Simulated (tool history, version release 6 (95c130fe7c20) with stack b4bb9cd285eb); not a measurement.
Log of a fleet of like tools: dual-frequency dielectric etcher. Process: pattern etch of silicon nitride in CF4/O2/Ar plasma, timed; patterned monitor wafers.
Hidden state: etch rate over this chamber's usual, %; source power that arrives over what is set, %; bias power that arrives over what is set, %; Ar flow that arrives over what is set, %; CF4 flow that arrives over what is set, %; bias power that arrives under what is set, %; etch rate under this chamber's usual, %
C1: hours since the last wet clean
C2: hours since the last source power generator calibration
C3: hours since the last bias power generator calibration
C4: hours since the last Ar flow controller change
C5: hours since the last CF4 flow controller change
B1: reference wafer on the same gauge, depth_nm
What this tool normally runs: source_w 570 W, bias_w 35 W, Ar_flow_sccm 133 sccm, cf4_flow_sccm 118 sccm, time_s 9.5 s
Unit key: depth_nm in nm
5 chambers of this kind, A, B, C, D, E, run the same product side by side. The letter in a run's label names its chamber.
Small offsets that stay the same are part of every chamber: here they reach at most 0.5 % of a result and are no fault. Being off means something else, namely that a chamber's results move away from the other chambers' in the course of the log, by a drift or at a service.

run 1A day=0.512 | source_w=570 bias_w=35 Ar_flow_sccm=133 cf4_flow_sccm=118 time_s=9.5 | C1=172.3 C2=878.2 C3=4447.9 C4=4301.3 C5=4202.2 | B1=15.188 | depth_nm=17.46
run 2B day=1.029 | source_w=570 bias_w=35 Ar_flow_sccm=133 cf4_flow_sccm=118 time_s=9.5 | C1=561.2 C2=1045.8 C3=2320.5 C4=1653.1 C5=2109.9 | B1=15.2 | depth_nm=17.515
-- day=1.292 chamber A: bias power generator calibrated
run 3E day=1.325 | source_w=570 bias_w=35 Ar_flow_sccm=133 cf4_flow_sccm=118 time_s=9.5 | C1=265.7 C2=1422.5 C3=1191.9 C4=4369.5 C5=49.6 | B1=15.219 | depth_nm=17.47
run 4C day=1.771 | source_w=570 bias_w=35 Ar_flow_sccm=133 cf4_flow_sccm=118 time_s=9.5 | C1=275.7 C2=2024.1 C3=2904.5 C4=131.9 C5=1630.9 | B1=15.205 | depth_nm=17.638
run 5D day=2.25 | source_w=570 bias_w=35 Ar_flow_sccm=133 cf4_flow_sccm=118 time_s=9.5 | C1=270.8 C2=1583.7 C3=1790.6 C4=2358.4 C5=318.6 | B1=15.196 | depth_nm=17.571
-- day=2.562 chamber B: wet clean of the chamber
run 6C day=2.846 | source_w=570 bias_w=35 Ar_flow_sccm=133 cf4_flow_sccm=118 time_s=9.5 | C1=301.5 C2=2049.9 C3=2930.3 C4=157.7 C5=1656.7 | B1=15.205 | depth_nm=17.653
run 7A day=3.212 | source_w=570 bias_w=35 Ar_flow_sccm=133 cf4_flow_sccm=118 time_s=9.5 | C1=237.1 C2=943 C3=46.1 C4=4366.1 C5=4267 | B1=15.191 | depth_nm=17.615
run 8B day=3.779 | source_w=570 bias_w=35 Ar_flow_sccm=133 cf4_flow_sccm=118 time_s=9.5 | C1=29.3 C2=1111.8 C3=2386.5 C4=1719.1 C5=2175.9 | B1=15.204 | depth_nm=17.441
run 9E day=4.083 | source_w=570 bias_w=35 Ar_flow_sccm=133 cf4_flow_sccm=118 time_s=9.5 | C1=331.9 C2=1488.7 C3=1258.1 C4=4435.7 C5=115.8 | B1=15.193 | depth_nm=17.404
-- day=4.162 chamber E: Ar flow controller replaced
run 10D day=4.675 | source_w=570 bias_w=35 Ar_flow_sccm=133 cf4_flow_sccm=118 time_s=9.5 | C1=329 C2=1641.9 C3=1848.8 C4=2416.6 C5=376.8 | B1=15.201 | depth_nm=17.541
-- day=4.908 chamber C: wet clean of the chamber
run 11A day=5.138 | source_w=570 bias_w=35 Ar_flow_sccm=133 cf4_flow_sccm=118 time_s=9.5 | C1=283.3 C2=989.2 C3=92.3 C4=4412.3 C5=4313.2 | B1=15.207 | depth_nm=17.598
run 12E day=5.396 | source_w=570 bias_w=35 Ar_flow_sccm=133 cf4_flow_sccm=118 time_s=9.5 | C1=363.4 C2=1520.2 C3=1289.6 C4=29.6 C5=147.3 | B1=15.212 | depth_nm=17.587
run 13D day=5.762 | source_w=570 bias_w=35 Ar_flow_sccm=133 cf4_flow_sccm=118 time_s=9.5 | C1=355.1 C2=1668 C3=1874.9 C4=2442.7 C5=402.9 | B1=15.202 | depth_nm=17.543
run 14C day=6.062 | source_w=570 bias_w=35 Ar_flow_sccm=133 cf4_flow_sccm=118 time_s=9.5 | C1=27.8 C2=2127.1 C3=3007.5 C4=234.9 C5=1733.9 | B1=15.221 | depth_nm=17.436
run 15B day=6.55 | source_w=570 bias_w=35 Ar_flow_sccm=133 cf4_flow_sccm=118 time_s=9.5 | C1=95.8 C2=1178.3 C3=2453 C4=1785.6 C5=2242.4 | B1=15.195 | depth_nm=17.357
-- day=6.567 chamber A: CF4 flow controller replaced
run 16D day=7.142 | source_w=570 bias_w=35 Ar_flow_sccm=133 cf4_flow_sccm=118 time_s=9.5 | C1=388.2 C2=1701.1 C3=1908 C4=2475.8 C5=436 | B1=15.214 | depth_nm=17.685
run 17A day=7.542 | source_w=570 bias_w=35 Ar_flow_sccm=133 cf4_flow_sccm=118 time_s=9.5 | C1=341 C2=1046.9 C3=150 C4=4470 C5=23.5 | B1=15.203 | depth_nm=17.494
run 18B day=8.112 | source_w=570 bias_w=35 Ar_flow_sccm=133 cf4_flow_sccm=118 time_s=9.5 | C1=133.3 C2=1215.8 C3=2490.5 C4=1823.1 C5=2279.9 | B1=15.199 | depth_nm=17.488
run 19C day=8.412 | source_w=570 bias_w=35 Ar_flow_sccm=133 cf4_flow_sccm=118 time_s=9.5 | C1=84.2 C2=2183.5 C3=3063.9 C4=291.3 C5=1790.3 | B1=15.213 | depth_nm=17.533
run 20E day=8.796 | source_w=570 bias_w=35 Ar_flow_sccm=133 cf4_flow_sccm=118 time_s=9.5 | C1=445 C2=1601.8 C3=1371.2 C4=111.2 C5=228.9 | B1=15.202 | depth_nm=17.955
run 21B day=9.142 | source_w=570 bias_w=35 Ar_flow_sccm=133 cf4_flow_sccm=118 time_s=9.5 | C1=158 C2=1240.5 C3=2515.2 C4=1847.8 C5=2304.6 | B1=15.206 | depth_nm=17.482
run 22C day=9.692 | source_w=570 bias_w=35 Ar_flow_sccm=133 cf4_flow_sccm=118 time_s=9.5 | C1=114.9 C2=2214.2 C3=3094.6 C4=322 C5=1821 | B1=15.188 | depth_nm=17.44
-- day=10.121 chamber C: bias power generator calibrated
run 23A day=10.238 | source_w=570 bias_w=35 Ar_flow_sccm=133 cf4_flow_sccm=107 time_s=9.5 | C1=405.7 C2=1111.6 C3=214.7 C4=4534.7 C5=88.2 | B1=15.195 | depth_nm=17.313
run 24D day=10.729 | source_w=570 bias_w=35 Ar_flow_sccm=133 cf4_flow_sccm=107 time_s=9.5 | C1=474.3 C2=1787.2 C3=1994.1 C4=2561.9 C5=522.1 | B1=15.197 | depth_nm=17.446
-- day=10.783 chamber A: wet clean of the chamber
run 25E day=11.088 | source_w=570 bias_w=35 Ar_flow_sccm=133 cf4_flow_sccm=107 time_s=9.5 | C1=500 C2=1656.8 C3=1426.2 C4=166.2 C5=283.9 | B1=15.194 | depth_nm=17.747
run 26D day=11.604 | source_w=570 bias_w=35 Ar_flow_sccm=133 cf4_flow_sccm=107 time_s=9.5 | C1=495.3 C2=1808.2 C3=2015.1 C4=2582.9 C5=543.1 | B1=15.191 | depth_nm=17.254
run 27A day=12.2 | source_w=570 bias_w=35 Ar_flow_sccm=133 cf4_flow_sccm=107 time_s=9.5 | C1=34 C2=1158.7 C3=261.8 C4=4581.8 C5=135.3 | B1=15.218 | depth_nm=17.253
run 28C day=12.562 | source_w=570 bias_w=35 Ar_flow_sccm=133 cf4_flow_sccm=118 time_s=9.5 | C1=183.8 C2=2283.1 C3=58.6 C4=390.9 C5=1889.9 | B1=15.191 | depth_nm=17.548
run 29E day=12.929 | source_w=570 bias_w=35 Ar_flow_sccm=133 cf4_flow_sccm=118 time_s=9.5 | C1=544.2 C2=1701 C3=1470.4 C4=210.4 C5=328.1 | B1=15.201 | depth_nm=18.31
run 30B day=13.254 | source_w=570 bias_w=32 Ar_flow_sccm=133 cf4_flow_sccm=105 time_s=9.5 | C1=256.7 C2=1339.2 C3=2613.9 C4=1946.5 C5=2403.3 | B1=15.192 | depth_nm=16.568
run 31C day=13.508 | source_w=570 bias_w=32 Ar_flow_sccm=133 cf4_flow_sccm=105 time_s=9.5 | C1=206.5 C2=2305.8 C3=81.3 C4=413.6 C5=1912.6 | B1=15.205 | depth_nm=16.687
-- day=13.692 chamber D: wet clean of the chamber
run 32E day=13.8 | source_w=570 bias_w=32 Ar_flow_sccm=133 cf4_flow_sccm=105 time_s=9.5 | C1=565.1 C2=1721.9 C3=1491.3 C4=231.3 C5=349 | B1=15.203 | depth_nm=17.316
run 33D day=14.388 | source_w=570 bias_w=32 Ar_flow_sccm=133 cf4_flow_sccm=105 time_s=9.5 | C1=16.8 C2=1875 C3=2081.9 C4=2649.7 C5=609.9 | B1=15.191 | depth_nm=16.718
run 34B day=14.975 | source_w=570 bias_w=32 Ar_flow_sccm=133 cf4_flow_sccm=105 time_s=9.5 | C1=298 C2=1380.5 C3=2655.2 C4=1987.8 C5=2444.6 | B1=15.2 | depth_nm=16.556
run 35A day=15.262 | source_w=570 bias_w=35 Ar_flow_sccm=133 cf4_flow_sccm=118 time_s=9.5 | C1=107.5 C2=1232.2 C3=335.3 C4=4655.3 C5=208.8 | B1=15.192 | depth_nm=17.444
run 36E day=15.783 | source_w=570 bias_w=35 Ar_flow_sccm=133 cf4_flow_sccm=118 time_s=9.5 | C1=612.7 C2=1769.5 C3=1538.9 C4=278.9 C5=396.6 | B1=15.201 | depth_nm=18.361
run 37B day=16.162 | source_w=570 bias_w=35 Ar_flow_sccm=133 cf4_flow_sccm=118 time_s=9.5 | C1=326.5 C2=1409 C3=2683.7 C4=2016.3 C5=2473.1 | B1=15.195 | depth_nm=17.48
run 38C day=16.567 | source_w=570 bias_w=35 Ar_flow_sccm=133 cf4_flow_sccm=102 time_s=10.5 | C1=279.9 C2=2379.2 C3=154.7 C4=487 C5=1986 | B1=15.204 | depth_nm=18.988
run 39A day=16.867 | source_w=570 bias_w=35 Ar_flow_sccm=133 cf4_flow_sccm=102 time_s=10.5 | C1=146 C2=1270.7 C3=373.8 C4=4693.8 C5=247.3 | B1=15.193 | depth_nm=19.02
run 40D day=17.212 | source_w=570 bias_w=35 Ar_flow_sccm=133 cf4_flow_sccm=102 time_s=10.5 | C1=84.6 C2=1942.8 C3=2149.7 C4=2717.5 C5=677.7 | B1=15.211 | depth_nm=19.013

Is one chamber out of step, is the gauge drifting, or do the chambers differ by no more than their own small offsets? For an off chamber, give its letter and the likeliest cause.

Little by little, chamber E moves away from the other chambers.
Likeliest cause: etch rate over this chamber's usual, % = 5.43.
Not necessarily distinguishable in this log from: source power that arrives over what is set, %.

Which of the 4 candidates below, each the usual settings with something changed and its results left as question marks, puts chamber E back in line with what the other chambers give on the usual settings?
In line here means within this much of the mean the other chambers give on the usual settings: depth_nm 0.23 nm
run 41E-1 day=17.642 | source_w=600 bias_w=36 Ar_flow_sccm=132 cf4_flow_sccm=119 time_s=9.5 | depth_nm=?
run 41E-2 day=17.642 | source_w=520 bias_w=35 Ar_flow_sccm=135 cf4_flow_sccm=116 time_s=9.5 | depth_nm=?
run 41E-3 day=17.642 | source_w=590 bias_w=35 Ar_flow_sccm=133 cf4_flow_sccm=119 time_s=10 | depth_nm=?
run 41E-4 day=17.642 | source_w=570 bias_w=30 Ar_flow_sccm=133 cf4_flow_sccm=118 time_s=9.5 | depth_nm=?

Other chambers, usual settings, mean: depth_nm 17.525 nm
run=41E-1 depth_nm=19.55
run=41E-2 depth_nm=16.987
run=41E-3 depth_nm=20.066
run=41E-4 depth_nm=17.554
With 41E-4, the chamber falls back in line with the rest.

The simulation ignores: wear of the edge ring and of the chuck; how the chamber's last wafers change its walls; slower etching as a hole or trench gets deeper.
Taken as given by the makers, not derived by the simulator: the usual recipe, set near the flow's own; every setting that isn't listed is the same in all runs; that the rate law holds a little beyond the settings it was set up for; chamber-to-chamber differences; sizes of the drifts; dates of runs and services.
